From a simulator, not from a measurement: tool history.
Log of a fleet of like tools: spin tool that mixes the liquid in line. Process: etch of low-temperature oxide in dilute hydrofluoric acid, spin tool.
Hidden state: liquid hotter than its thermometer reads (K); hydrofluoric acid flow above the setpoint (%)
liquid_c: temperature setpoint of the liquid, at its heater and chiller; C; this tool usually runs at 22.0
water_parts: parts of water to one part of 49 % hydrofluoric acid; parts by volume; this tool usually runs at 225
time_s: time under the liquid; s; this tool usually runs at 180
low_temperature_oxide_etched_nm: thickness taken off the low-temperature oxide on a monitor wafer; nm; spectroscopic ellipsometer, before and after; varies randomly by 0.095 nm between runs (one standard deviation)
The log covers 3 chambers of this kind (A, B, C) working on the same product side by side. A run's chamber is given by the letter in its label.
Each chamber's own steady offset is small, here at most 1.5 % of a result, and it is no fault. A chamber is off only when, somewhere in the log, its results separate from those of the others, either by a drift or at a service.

run,day,liquid_c,water_parts,time_s,hours since the thermometer was replaced,hours since the hydrofluoric acid flow meter was replaced,"read-back film thickness of the low-temperature oxide reference wafer, read on the same gauge (nm)",low_temperature_oxide_etched_nm
1C,0.183,22.0,225,180,469.4,897.4,139.98,12.7750
2B,0.296,22.0,225,180,678.3,431.2,139.97,12.6800
3A,0.396,22.0,225,180,1391.6,823.6,139.99,12.7040
4C,0.508,22.0,225,180,477.2,905.2,139.97,12.7200
5A,0.600,22.0,225,180,1396.5,828.5,140.01,12.6310
6B,0.700,22.0,225,180,688.0,440.9,139.97,13.0040
7C,0.850,22.0,225,180,485.4,913.4,140.01,12.7890
8B,1.050,22.0,225,180,696.4,449.3,140.00,12.9840
9A,1.225,18.5,120,180,1411.5,843.5,140.00,23.2470
10A,1.404,18.5,120,180,1415.8,847.8,139.99,23.0610
11C,1.517,18.5,120,180,501.4,929.4,140.02,23.5720
12B,1.683,22.0,225,180,711.6,464.5,139.99,13.3740
13A,1.775,20.0,180,180,1424.7,856.7,140.00,15.3500
14B,1.921,20.0,180,180,717.3,470.2,140.00,16.2070
15C,2.067,20.0,180,180,514.6,942.6,140.00,15.5030
16B,2.246,22.0,225,180,725.1,478.0,139.99,13.3070
17C,2.429,22.0,225,180,523.3,951.3,140.03,12.7670
# day 2.517: chamber A: thermometer replaced
18A,2.554,22.0,225,180,1.0,875.4,140.01,12.5970
19B,2.712,22.0,225,180,736.3,489.2,140.01,13.4430
20A,2.912,22.0,265,225,9.6,884.0,140.01,12.7880

For the next run the whole fleet of 3 chambers uses the same settings. Give each chamber's results:
21A,3.054,22.0,280,180,,,,?
21B,3.054,22.0,280,180,,,,?
21C,3.054,22.0,280,180,,,,?

run,low_temperature_oxide_etched_nm
21A,9.4716
21B,10.2850
21C,9.8488
